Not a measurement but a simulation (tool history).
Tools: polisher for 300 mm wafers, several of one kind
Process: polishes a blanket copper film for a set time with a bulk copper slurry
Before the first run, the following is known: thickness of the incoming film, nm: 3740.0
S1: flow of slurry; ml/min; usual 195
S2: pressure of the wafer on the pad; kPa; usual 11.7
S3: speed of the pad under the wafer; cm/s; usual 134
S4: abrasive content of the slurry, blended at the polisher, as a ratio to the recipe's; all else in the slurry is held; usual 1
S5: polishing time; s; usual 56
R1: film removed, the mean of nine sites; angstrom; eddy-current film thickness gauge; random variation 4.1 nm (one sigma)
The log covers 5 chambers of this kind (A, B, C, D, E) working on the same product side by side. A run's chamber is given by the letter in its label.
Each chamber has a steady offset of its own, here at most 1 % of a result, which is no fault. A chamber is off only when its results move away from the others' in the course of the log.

{"hour": 5.9, "done": "chamber A: head pressure recalibrated"}
{"run": "1A", "hour": 6.6, "S1": 195, "S2": 11.7, "S3": 134, "S4": 1, "S5": 56, "R1": 4474.9}
{"hour": 9.7, "done": "chamber B: worn pad replaced by a new one"}
{"hour": 12.9, "done": "chamber C: worn pad replaced by a new one"}
{"run": "2E", "hour": 13.5, "S1": 195, "S2": 11.7, "S3": 134, "S4": 1, "S5": 56, "R1": 4444.8}
{"run": "3B", "hour": 23.7, "S1": 195, "S2": 11.7, "S3": 134, "S4": 1, "S5": 56, "R1": 4573.6}
{"run": "4C", "hour": 28.9, "S1": 195, "S2": 11.7, "S3": 134, "S4": 1, "S5": 56, "R1": 4603.3}
{"hour": 29.9, "done": "chamber A: worn pad replaced by a new one"}
{"run": "5D", "hour": 39.0, "S1": 195, "S2": 11.7, "S3": 134, "S4": 1, "S5": 56, "R1": 4564}
{"run": "6B", "hour": 47.2, "S1": 195, "S2": 11.7, "S3": 134, "S4": 1, "S5": 56, "R1": 4519.8}
{"run": "7C", "hour": 56.6, "S1": 195, "S2": 11.7, "S3": 134, "S4": 1, "S5": 56, "R1": 4583.4}
{"run": "8E", "hour": 63.4, "S1": 195, "S2": 11.7, "S3": 134, "S4": 1, "S5": 56, "R1": 4542.3}
{"run": "9D", "hour": 70.4, "S1": 195, "S2": 11.7, "S3": 134, "S4": 1, "S5": 56, "R1": 4567.9}
{"hour": 77.1, "done": "chamber A: slurry blender recalibrated"}
{"run": "10A", "hour": 79.2, "S1": 195, "S2": 11.7, "S3": 160, "S4": 0.9, "S5": 56, "R1": 5287.5}
{"run": "11D", "hour": 84.9, "S1": 195, "S2": 11.7, "S3": 160, "S4": 0.9, "S5": 56, "R1": 5294.5}
{"hour": 91.5, "done": "chamber E: worn pad replaced by a new one"}
{"run": "12B", "hour": 93.5, "S1": 195, "S2": 11.7, "S3": 160, "S4": 0.9, "S5": 56, "R1": 5301.6}
{"run": "13A", "hour": 100.8, "S1": 195, "S2": 11.7, "S3": 160, "S4": 0.9, "S5": 56, "R1": 5290.6}
{"hour": 104.0, "done": "chamber D: worn pad replaced by a new one"}
{"run": "14C", "hour": 105.9, "S1": 195, "S2": 11.7, "S3": 160, "S4": 0.9, "S5": 56, "R1": 5241.5}
{"run": "15E", "hour": 111.7, "S1": 195, "S2": 11.7, "S3": 134, "S4": 1, "S5": 56, "R1": 4450.7}
{"hour": 117.7, "done": "chamber C: worn pad replaced by a new one"}
{"run": "16E", "hour": 122.0, "S1": 195, "S2": 11.7, "S3": 134, "S4": 1, "S5": 56, "R1": 4486.9}
{"run": "17B", "hour": 130.3, "S1": 195, "S2": 11.7, "S3": 134, "S4": 1, "S5": 56, "R1": 4523.8}
{"run": "18D", "hour": 135.8, "S1": 195, "S2": 11.7, "S3": 134, "S4": 1, "S5": 56, "R1": 4559.9}
{"run": "19A", "hour": 142.0, "S1": 245, "S2": 11.7, "S3": 134, "S4": 1, "S5": 56, "R1": 4633.7}
{"run": "20C", "hour": 151.4, "S1": 245, "S2": 11.7, "S3": 134, "S4": 1, "S5": 56, "R1": 4594.3}
{"hour": 159.1, "done": "chamber D: slurry blender recalibrated"}
{"run": "21C", "hour": 160.0, "S1": 245, "S2": 11.7, "S3": 134, "S4": 1, "S5": 56, "R1": 4661.1}
{"run": "22A", "hour": 166.2, "S1": 245, "S2": 11.7, "S3": 134, "S4": 1, "S5": 56, "R1": 4635.7}
{"run": "23B", "hour": 173.0, "S1": 245, "S2": 11.7, "S3": 134, "S4": 1, "S5": 56, "R1": 4691.8}
{"hour": 174.8, "done": "chamber B: slurry blender recalibrated"}
{"run": "24D", "hour": 179.9, "S1": 195, "S2": 11.7, "S3": 134, "S4": 1, "S5": 56, "R1": 4556}
{"run": "25E", "hour": 185.0, "S1": 195, "S2": 11.7, "S3": 134, "S4": 1, "S5": 56, "R1": 4390.7}
{"hour": 185.2, "done": "chamber B: worn pad replaced by a new one"}
{"hour": 189.1, "done": "chamber D: head pressure recalibrated"}
{"run": "26B", "hour": 193.8, "S1": 195, "S2": 11.7, "S3": 134, "S4": 1, "S5": 56, "R1": 4581.8}
{"hour": 199.4, "done": "chamber E: worn pad replaced by a new one"}
{"run": "27C", "hour": 201.5, "S1": 195, "S2": 11.7, "S3": 134, "S4": 1, "S5": 56, "R1": 4538.8}
{"hour": 203.9, "done": "chamber D: worn pad replaced by a new one"}
{"hour": 205.1, "done": "chamber C: slurry blender recalibrated"}
{"hour": 206.0, "done": "chamber A: worn pad replaced by a new one"}
{"run": "28E", "hour": 211.9, "S1": 195, "S2": 11.7, "S3": 134, "S4": 1, "S5": 56, "R1": 4337.6}
{"hour": 216.0, "done": "chamber C: worn pad replaced by a new one"}
{"run": "29A", "hour": 222.2, "S1": 195, "S2": 11.7, "S3": 134, "S4": 1, "S5": 56, "R1": 4481}
{"run": "30D", "hour": 229.7, "S1": 195, "S2": 11.7, "S3": 134, "S4": 1, "S5": 56, "R1": 4636.1}
{"hour": 236.8, "done": "chamber A: slurry blender recalibrated"}
{"run": "31B", "hour": 238.7, "S1": 195, "S2": 11.7, "S3": 134, "S4": 1, "S5": 56, "R1": 4509.2}
{"run": "32C", "hour": 247.8, "S1": 195, "S2": 11.7, "S3": 134, "S4": 1, "S5": 56, "R1": 4550.6}
{"run": "33E", "hour": 254.7, "S1": 160, "S2": 11.7, "S3": 134, "S4": 1.2, "S5": 56, "R1": 4327.2}
{"run": "34D", "hour": 262.2, "S1": 160, "S2": 11.7, "S3": 134, "S4": 1.2, "S5": 56, "R1": 4630}
{"run": "35A", "hour": 269.3, "S1": 160, "S2": 11.7, "S3": 134, "S4": 1.2, "S5": 56, "R1": 4554.3}

Which is it: a chamber that has drifted or been left off by a service, a gauge drift common to all chambers, or only each chamber's usual small offset? If a chamber is off, name it and its likeliest cause.

One chamber, E, drifts off from the rest bit by bit.
What lies behind it: abrasive missing from the slurry, % = 20.2.
It could be hard to tell apart here from: slurry flow missing at the pad, %; head's pressure below its setpoint, %.

Below are 4 candidate recipes for chamber E's next run, each the usual settings with a change, their results shown as question marks. Which of them brings E's results back in line with what the other chambers give on the usual settings?
In line here means within this much of the mean the other chambers give on the usual settings: R1 140 angstrom
{"run": "36E-1", "hour": 277.0, "S1": 195, "S2": 11.7, "S3": 134, "S4": 1, "S5": 59, "R1": "?"}
{"run": "36E-2", "hour": 277.0, "S1": 195, "S2": 12.4, "S3": 142, "S4": 1, "S5": 56, "R1": "?"}
{"run": "36E-3", "hour": 277.0, "S1": 195, "S2": 11.7, "S3": 130, "S4": 1, "S5": 54, "R1": "?"}
{"run": "36E-4", "hour": 277.0, "S1": 195, "S2": 11, "S3": 126, "S4": 1, "S5": 56, "R1": "?"}

Average result of the remaining chambers running the usual settings: R1 4550.1 angstrom
run=36E-1 R1=4527.5
run=36E-2 R1=4819.6
run=36E-3 R1=4020.7
run=36E-4 R1=3805
The answer is 36E-1, which returns the chamber to within the allowed miss of the others.
